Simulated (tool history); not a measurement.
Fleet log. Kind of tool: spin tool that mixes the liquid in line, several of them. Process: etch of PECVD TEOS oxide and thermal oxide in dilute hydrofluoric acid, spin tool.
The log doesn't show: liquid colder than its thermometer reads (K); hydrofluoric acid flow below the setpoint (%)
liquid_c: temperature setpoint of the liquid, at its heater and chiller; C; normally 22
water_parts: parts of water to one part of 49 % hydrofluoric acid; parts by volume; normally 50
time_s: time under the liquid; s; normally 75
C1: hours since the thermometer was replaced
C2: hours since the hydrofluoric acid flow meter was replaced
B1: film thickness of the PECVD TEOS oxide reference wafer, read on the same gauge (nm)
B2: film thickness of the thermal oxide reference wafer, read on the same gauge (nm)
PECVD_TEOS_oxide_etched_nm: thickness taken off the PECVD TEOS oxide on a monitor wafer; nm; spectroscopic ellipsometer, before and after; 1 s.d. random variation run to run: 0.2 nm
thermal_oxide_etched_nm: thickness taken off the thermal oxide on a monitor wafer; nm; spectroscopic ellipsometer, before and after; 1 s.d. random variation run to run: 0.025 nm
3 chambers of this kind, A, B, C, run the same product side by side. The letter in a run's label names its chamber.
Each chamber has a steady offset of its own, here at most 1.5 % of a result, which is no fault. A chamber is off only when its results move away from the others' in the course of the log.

Run 1A, hour 10.9: usual settings; C1 2038.1; C2 101; B1 139.99; B2 139.98. Result: PECVD_TEOS_oxide_etched_nm 26.499 nm, thermal_oxide_etched_nm 6.9992 nm.
Run 2B, hour 16.5: usual settings; C1 673.9; C2 1769.8; B1 139.99; B2 140. Result: PECVD_TEOS_oxide_etched_nm 27.255 nm, thermal_oxide_etched_nm 7.0258 nm.
Run 3C, hour 23.8: usual settings; C1 1278.1; C2 366.2; B1 140.01; B2 140. Result: PECVD_TEOS_oxide_etched_nm 26.718 nm, thermal_oxide_etched_nm 6.9502 nm.
Run 4A, hour 32: usual settings; C1 2059.2; C2 122.1; B1 140.02; B2 140.01. Result: PECVD_TEOS_oxide_etched_nm 27.152 nm, thermal_oxide_etched_nm 6.9347 nm.
Run 5C, hour 39.3: usual settings; C1 1293.6; C2 381.7; B1 140; B2 140.02. Result: PECVD_TEOS_oxide_etched_nm 26.622 nm, thermal_oxide_etched_nm 6.9298 nm.
Run 6B, hour 46.7: usual settings but liquid_c 18 C; C1 704.1; C2 1800; B1 140.01; B2 139.98. Result: PECVD_TEOS_oxide_etched_nm 22.704 nm, thermal_oxide_etched_nm 5.9189 nm.
Run 7C, hour 53.9: usual settings but liquid_c 18 C; C1 1308.2; C2 396.3; B1 140.02; B2 140.01. Result: PECVD_TEOS_oxide_etched_nm 22.794 nm, thermal_oxide_etched_nm 5.8584 nm.
Run 8B, hour 61.1: usual settings but liquid_c 18 C; C1 718.5; C2 1814.4; B1 140; B2 140.01. Result: PECVD_TEOS_oxide_etched_nm 22.711 nm, thermal_oxide_etched_nm 5.9204 nm.
Run 9A, hour 67.7: usual settings; C1 2094.9; C2 157.8; B1 139.99; B2 140.01. Result: PECVD_TEOS_oxide_etched_nm 26.79 nm, thermal_oxide_etched_nm 6.9448 nm.
Run 10C, hour 77.9: usual settings; C1 1332.2; C2 420.3; B1 140; B2 140. Result: PECVD_TEOS_oxide_etched_nm 26.927 nm, thermal_oxide_etched_nm 6.935 nm.
Run 11A, hour 83.9: usual settings; C1 2111.1; C2 174; B1 140; B2 140. Result: PECVD_TEOS_oxide_etched_nm 26.513 nm, thermal_oxide_etched_nm 6.961 nm.
Run 12B, hour 92.5: usual settings; C1 749.9; C2 1845.8; B1 139.98; B2 140. Result: PECVD_TEOS_oxide_etched_nm 26.877 nm, thermal_oxide_etched_nm 7.0099 nm.
Run 13C, hour 103.8: usual settings; C1 1358.1; C2 446.2; B1 140.02; B2 140. Result: PECVD_TEOS_oxide_etched_nm 27.115 nm, thermal_oxide_etched_nm 6.9098 nm.
Run 14B, hour 114.4: usual settings; C1 771.8; C2 1867.7; B1 140; B2 140. Result: PECVD_TEOS_oxide_etched_nm 27.09 nm, thermal_oxide_etched_nm 7.0342 nm.
Run 15A, hour 121.1: usual settings; C1 2148.3; C2 211.2; B1 139.98; B2 140.02. Result: PECVD_TEOS_oxide_etched_nm 26.674 nm, thermal_oxide_etched_nm 6.9743 nm.
At hour 126: chamber B: hydrofluoric acid flow meter replaced.
Run 16B, hour 131.1: usual settings; C1 788.5; C2 5.1; B1 140; B2 140.03. Result: PECVD_TEOS_oxide_etched_nm 26.849 nm, thermal_oxide_etched_nm 7.0125 nm.
Run 17C, hour 136.3: usual settings but liquid_c 26.5 C, water_parts 35 parts by volume; C1 1390.6; C2 478.7; B1 140; B2 139.96. Result: PECVD_TEOS_oxide_etched_nm 47.237 nm, thermal_oxide_etched_nm 12.079 nm.
Run 18A, hour 141.7: usual settings but liquid_c 26.5 C, water_parts 35 parts by volume; C1 2168.9; C2 231.8; B1 140; B2 140.01. Result: PECVD_TEOS_oxide_etched_nm 46.38 nm, thermal_oxide_etched_nm 12.217 nm.
Run 19B, hour 150.8: usual settings but liquid_c 26.5 C, water_parts 35 parts by volume; C1 808.2; C2 24.8; B1 139.99; B2 140.01. Result: PECVD_TEOS_oxide_etched_nm 46.818 nm, thermal_oxide_etched_nm 12.228 nm.
Run 20C, hour 156.9: usual settings; C1 1411.2; C2 499.3; B1 140; B2 140.01. Result: PECVD_TEOS_oxide_etched_nm 27.129 nm, thermal_oxide_etched_nm 6.94 nm.
Run 21A, hour 167.6: usual settings; C1 2194.8; C2 257.7; B1 140.02; B2 140.01. Result: PECVD_TEOS_oxide_etched_nm 26.579 nm, thermal_oxide_etched_nm 6.9899 nm.
Run 22B, hour 172.7: usual settings; C1 830.1; C2 46.7; B1 140; B2 139.97. Result: PECVD_TEOS_oxide_etched_nm 27.176 nm, thermal_oxide_etched_nm 7.0328 nm.
Run 23C, hour 179.3: usual settings but liquid_c 26.5 C, water_parts 70 parts by volume; C1 1433.6; C2 521.7; B1 140.01; B2 140. Result: PECVD_TEOS_oxide_etched_nm 22.397 nm, thermal_oxide_etched_nm 5.7793 nm.

Next, all 3 chambers run the settings below, one line each with question marks for the results. What does each chamber give?
Run 24A, hour 187.8: usual settings. Result: PECVD_TEOS_oxide_etched_nm ?, thermal_oxide_etched_nm ?.
Run 24B, hour 187.8: usual settings. Result: PECVD_TEOS_oxide_etched_nm ?, thermal_oxide_etched_nm ?.
Run 24C, hour 187.8: usual settings. Result: PECVD_TEOS_oxide_etched_nm ?, thermal_oxide_etched_nm ?.

run  PECVD_TEOS_oxide_etched_nm  thermal_oxide_etched_nm
24A                       26.55                   6.9742
24B                      27.412                   7.0255
24C                      26.935                   6.9344
